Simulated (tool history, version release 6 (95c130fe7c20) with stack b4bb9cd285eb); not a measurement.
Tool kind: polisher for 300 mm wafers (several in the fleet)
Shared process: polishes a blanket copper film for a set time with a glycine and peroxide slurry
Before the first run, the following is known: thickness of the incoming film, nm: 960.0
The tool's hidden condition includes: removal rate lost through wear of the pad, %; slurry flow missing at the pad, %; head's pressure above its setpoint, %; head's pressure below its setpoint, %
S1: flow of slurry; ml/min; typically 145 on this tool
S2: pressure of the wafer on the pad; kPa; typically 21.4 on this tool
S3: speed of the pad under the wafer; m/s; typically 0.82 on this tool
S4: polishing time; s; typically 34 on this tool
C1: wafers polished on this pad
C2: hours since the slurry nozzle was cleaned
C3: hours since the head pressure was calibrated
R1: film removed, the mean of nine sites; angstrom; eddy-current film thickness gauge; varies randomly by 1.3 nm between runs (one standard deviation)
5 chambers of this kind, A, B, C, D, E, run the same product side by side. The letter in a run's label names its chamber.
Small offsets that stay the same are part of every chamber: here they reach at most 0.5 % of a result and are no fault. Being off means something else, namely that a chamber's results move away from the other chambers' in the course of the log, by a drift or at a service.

-- hour=4.4 chamber C: slurry nozzle cleaned
-- hour=6.3 chamber D: worn pad replaced by a new one
run 1B hour=12.4 | S1=145 S2=21.4 S3=0.82 S4=34 | C1=593 C2=122.4 C3=615.8 | R1=2034.1
run 2A hour=22.6 | S1=145 S2=21.4 S3=0.82 S4=34 | C1=607 C2=541.5 C3=1132 | R1=2001.2
run 3C hour=30.6 | S1=145 S2=21.4 S3=0.82 S4=34 | C1=455 C2=26.3 C3=246.5 | R1=1996.2
-- hour=37.4 chamber B: head pressure recalibrated
run 4D hour=40.2 | S1=145 S2=21.4 S3=0.82 S4=34 | C1=379 C2=115.7 C3=41 | R1=2004.9
run 5E hour=49.2 | S1=145 S2=21.4 S3=0.82 S4=34 | C1=929 C2=75.3 C3=1113.1 | R1=2019.9
run 6D hour=55.2 | S1=145 S2=21.4 S3=0.82 S4=34 | C1=546 C2=130.7 C3=56 | R1=2031
-- hour=68.5 chamber A: head pressure recalibrated
run 7A hour=68.7 | S1=145 S2=21.4 S3=0.82 S4=34 | C1=1122 C2=587.6 C3=0.3 | R1=2045.4
-- hour=77.8 chamber D: worn pad replaced by a new one
run 8B hour=81.1 | S1=145 S2=21.4 S3=0.82 S4=34 | C1=1360 C2=191.1 C3=43.8 | R1=2044.8
-- hour=84.3 chamber E: worn pad replaced by a new one
-- hour=87.9 chamber B: slurry nozzle cleaned
run 9E hour=90.9 | S1=145 S2=21.4 S3=0.82 S4=30 | C1=74 C2=117 C3=1154.8 | R1=1800.4
run 10C hour=97.8 | S1=145 S2=21.4 S3=0.82 S4=30 | C1=1206 C2=93.5 C3=313.7 | R1=1780
run 11A hour=108.2 | S1=145 S2=21.4 S3=0.82 S4=30 | C1=1563 C2=627.1 C3=39.8 | R1=1798.9
-- hour=108.6 chamber A: worn pad replaced by a new one
run 12E hour=121.7 | S1=145 S2=21.4 S3=0.82 S4=30 | C1=418 C2=147.8 C3=1185.6 | R1=1797.3
-- hour=122.8 chamber C: worn pad replaced by a new one
run 13D hour=129.8 | S1=145 S2=21.4 S3=0.82 S4=30 | C1=581 C2=205.3 C3=130.6 | R1=1772.5
-- hour=132.5 chamber A: slurry nozzle cleaned
run 14C hour=139.7 | S1=145 S2=21.4 S3=0.82 S4=34 | C1=188 C2=135.4 C3=355.6 | R1=2015.2
-- hour=146.5 chamber D: worn pad replaced by a new one
run 15B hour=149.1 | S1=145 S2=21.4 S3=0.82 S4=34 | C1=2120 C2=61.2 C3=111.8 | R1=2007.6
run 16C hour=162.1 | S1=145 S2=21.4 S3=0.82 S4=34 | C1=439 C2=157.8 C3=378 | R1=2017.2
run 17A hour=168.2 | S1=145 S2=21.4 S3=0.82 S4=34 | C1=666 C2=35.7 C3=99.8 | R1=2034.8
run 18B hour=178.3 | S1=145 S2=21.4 S3=0.66 S4=34 | C1=2446 C2=90.4 C3=141 | R1=1664.6
run 19D hour=184.6 | S1=145 S2=21.4 S3=0.66 S4=34 | C1=426 C2=260.1 C3=185.4 | R1=1709.4
run 20E hour=197.7 | S1=145 S2=21.4 S3=0.66 S4=34 | C1=1267 C2=223.8 C3=1261.6 | R1=1707.2
run 21D hour=204.6 | S1=145 S2=21.4 S3=0.66 S4=34 | C1=650 C2=280.1 C3=205.4 | R1=1694.7
run 22B hour=210.7 | S1=145 S2=21.4 S3=0.66 S4=34 | C1=2808 C2=122.8 C3=173.4 | R1=1640.5
-- hour=217.2 chamber E: worn pad replaced by a new one
-- hour=222.5 chamber D: worn pad replaced by a new one
run 23A hour=224 | S1=145 S2=21.4 S3=0.82 S4=34 | C1=1289 C2=91.5 C3=155.6 | R1=2040.7
run 24E hour=231.2 | S1=145 S2=21.4 S3=0.82 S4=34 | C1=157 C2=257.3 C3=1295.1 | R1=2034.2
-- hour=239.4 chamber C: worn pad replaced by a new one
run 25C hour=241.3 | S1=145 S2=21.4 S3=0.82 S4=34 | C1=21 C2=237 C3=457.2 | R1=1984.2
-- hour=254.2 chamber A: worn pad replaced by a new one
run 26A hour=255 | S1=145 S2=21.4 S3=0.82 S4=34 | C1=9 C2=122.5 C3=186.6 | R1=2011.6
run 27C hour=262.8 | S1=145 S2=21.4 S3=0.82 S4=34 | C1=261 C2=258.5 C3=478.7 | R1=2032.2
run 28B hour=274.6 | S1=145 S2=21.4 S3=0.82 S4=34 | C1=3521 C2=186.7 C3=237.3 | R1=1926.2
run 29D hour=285 | S1=145 S2=21.4 S3=0.82 S4=34 | C1=698 C2=360.5 C3=285.8 | R1=2027.5
-- hour=292.7 chamber D: worn pad replaced by a new one
run 30E hour=297 | S1=145 S2=21.4 S3=0.82 S4=34 | C1=892 C2=323.1 C3=1360.9 | R1=2000.1
run 31D hour=306.8 | S1=145 S2=14.5 S3=0.82 S4=34 | C1=157 C2=382.3 C3=307.6 | R1=1491.3
-- hour=309.3 chamber B: slurry nozzle cleaned
run 32A hour=313 | S1=145 S2=14.5 S3=0.82 S4=34 | C1=657 C2=180.5 C3=244.6 | R1=1501.7
run 33E hour=324 | S1=145 S2=14.5 S3=0.82 S4=34 | C1=1193 C2=350.1 C3=1387.9 | R1=1486.6
run 34C hour=333.5 | S1=145 S2=14.5 S3=0.82 S4=34 | C1=1051 C2=329.2 C3=549.4 | R1=1485.4
run 35B hour=341.1 | S1=145 S2=14.5 S3=0.82 S4=34 | C1=4264 C2=31.8 C3=303.8 | R1=1407

Is one chamber off against the others, does the gauge drift, or is nothing wrong? If a chamber is off, say which, and what the likeliest cause is.

Chamber B drifts away from the others.
What lies behind it: removal rate lost through wear of the pad, % = 5.91.
With only this log, it may be confused with: head's pressure below its setpoint, %.

Chamber B could run next with any of the 4 candidate recipes listed below; each alters the usual settings, and their results appear as question marks. Which one brings its results back in line with what the other chambers deliver on the usual settings?
A result is in line if it is within this distance of the other chambers' mean on the usual settings: R1 45 angstrom
run 36B-1 hour=350.9 | S1=145 S2=21.4 S3=0.84 S4=35 | R1=?
run 36B-2 hour=350.9 | S1=145 S2=21.4 S3=0.94 S4=34 | R1=?
run 36B-3 hour=350.9 | S1=145 S2=21.4 S3=0.8 S4=33 | R1=?
run 36B-4 hour=350.9 | S1=145 S2=20 S3=0.82 S4=32 | R1=?

Other chambers, usual settings, mean: R1 2016.3 angstrom
run=36B-1 R1=2001.1
run=36B-2 R1=2131.9
run=36B-3 R1=1813.8
run=36B-4 R1=1700.8
The answer is 36B-1, which returns the chamber to within the allowed miss of the others.
